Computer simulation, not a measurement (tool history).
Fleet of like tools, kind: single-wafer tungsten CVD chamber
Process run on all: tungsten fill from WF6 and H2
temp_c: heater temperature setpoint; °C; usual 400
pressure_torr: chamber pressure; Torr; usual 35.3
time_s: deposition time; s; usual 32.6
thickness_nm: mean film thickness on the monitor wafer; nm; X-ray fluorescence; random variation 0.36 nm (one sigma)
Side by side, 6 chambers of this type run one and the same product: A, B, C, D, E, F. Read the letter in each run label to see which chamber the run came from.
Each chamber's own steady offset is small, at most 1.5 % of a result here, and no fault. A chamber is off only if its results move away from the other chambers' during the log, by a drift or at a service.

run   hour  temp_c  pressure_torr  time_s  read-back reference wafer on the same gauge, thickness_nm  thickness_nm
 1F   11.7     400           35.3    32.6                                                     114.01        102.68
 2D   22.3     400           35.3    32.6                                                     113.86        101.53
 3C   32.9     400           35.3    32.6                                                     113.93        101.24
 4A   38.7     400           35.3    32.6                                                     113.98        102.51
      39.7  -- chamber A: capacitance manometer re-zeroed and calibrated
 5B   50.5     400           35.3    32.6                                                     113.96        102.89
 6E     57     400           35.3    32.6                                                     113.97        102.25
 7E     65     400           35.3    32.6                                                     113.99         102.7
 8C   72.8     400           35.3    32.6                                                     114.08        100.96
      75.5  -- chamber E: thermocouple changed; heater temperature recalibrated
 9A   79.8     400           35.3    32.6                                                     114.12        101.79
10F   87.9     400           35.3    32.6                                                     113.98        102.33
11D   94.3     400           35.3    32.6                                                     114.01        101.69
12B  102.1     400           35.3    32.6                                                     114.05        102.36
13C  112.9     400           35.3    32.6                                                     114.08        101.28
14F  121.5     400           35.3    32.6                                                     114.03        102.48
15A  132.7     400           35.3    32.6                                                     113.93        102.39
16B  144.3     400           35.3    32.6                                                     113.82        103.04
     146.2  -- chamber D: thermocouple changed; heater temperature recalibrated
17D  151.1     400           35.3    32.6                                                     114.03        102.19
18E  161.2     400           35.3    32.6                                                     113.97        103.21
       166  -- chamber B: thermocouple changed; heater temperature recalibrated
19A  172.4     400           35.3    32.6                                                     113.95        102.36
20C  179.3     400           40.9    32.6                                                     113.99        108.83
21D  189.3     400           40.9    32.6                                                     113.95        110.71
22F  194.8     400           40.9    32.6                                                     114.06        109.79
23E  201.4     400           40.9    32.6                                                     113.98        110.27
24B  207.7     400           40.9    32.6                                                     114.08           110
25E  214.4     400           40.9    32.6                                                     114.04        110.41
     224.8  -- chamber A: thermocouple changed; heater temperature recalibrated
26B  225.1     400           35.3    32.6                                                     114.05        103.03
27A  232.6     394           35.3    32.6                                                     113.94        91.657
28C  241.5     394           35.3    32.6                                                     113.98        91.116
29F  247.8     394           35.3    32.6                                                        114        91.831
30D    255     394           35.3    32.6                                                     114.15        92.773
     263.8  -- chamber E: capacitance manometer re-zeroed and calibrated
31C  263.9     394           35.3    32.6                                                     114.03         89.74
32E  270.8     394           35.3    32.6                                                     114.06         91.83
33A  278.7     400           35.3    32.6                                                     113.93        102.45
34D    286     400             40    32.6                                                     113.98        110.43
35B  291.6     400             40    32.6                                                     114.02        109.36
36F  297.9     400             40    32.6                                                     114.04        109.19
37C  307.3     400             40    32.6                                                     114.02        107.88
38A  312.8     400             40    32.6                                                     113.96        108.44
39E  322.5     400             40    32.6                                                     113.94        108.88
40B  331.8     400           30.4    28.9                                                     113.96        84.857
41D  337.5     400           30.4    28.9                                                     114.02        86.567
42F  344.8     400           30.4    28.9                                                     114.03        84.826
43D  352.6     400           30.4    28.9                                                     114.03        86.326
44C  360.6     400           30.4    28.9                                                     114.11        83.608

Is one chamber off against the others, does the gauge drift, or is nothing wrong? If a chamber is off, say which, and what the likeliest cause is.

It is chamber D that slowly wanders off from its peers.
Cause: true pressure above the setpoint (%) = 7.61.

Which of the 4 candidates below, each the usual settings with something changed and its results left as question marks, puts chamber D back in line with what the other chambers give on the usual settings?
Allowed miss from the other chambers' usual-settings mean, per result, to count as in line: thickness_nm 1.2 nm
45D-1  369.7     403             36    32.6                                                                        ?
45D-2  369.7     400           33.1    32.6                                                                        ?
45D-3  369.7     397           34.6    32.6                                                                        ?
45D-4  369.7     401           35.3    32.9                                                                        ?

Usual-settings mean across the other chambers: thickness_nm 102.34 nm
  run  thickness_nm
45D-1        111.99
45D-2         102.1
45D-3        98.677
45D-4        108.12
The answer is 45D-2, which returns the chamber to within the allowed miss of the others.
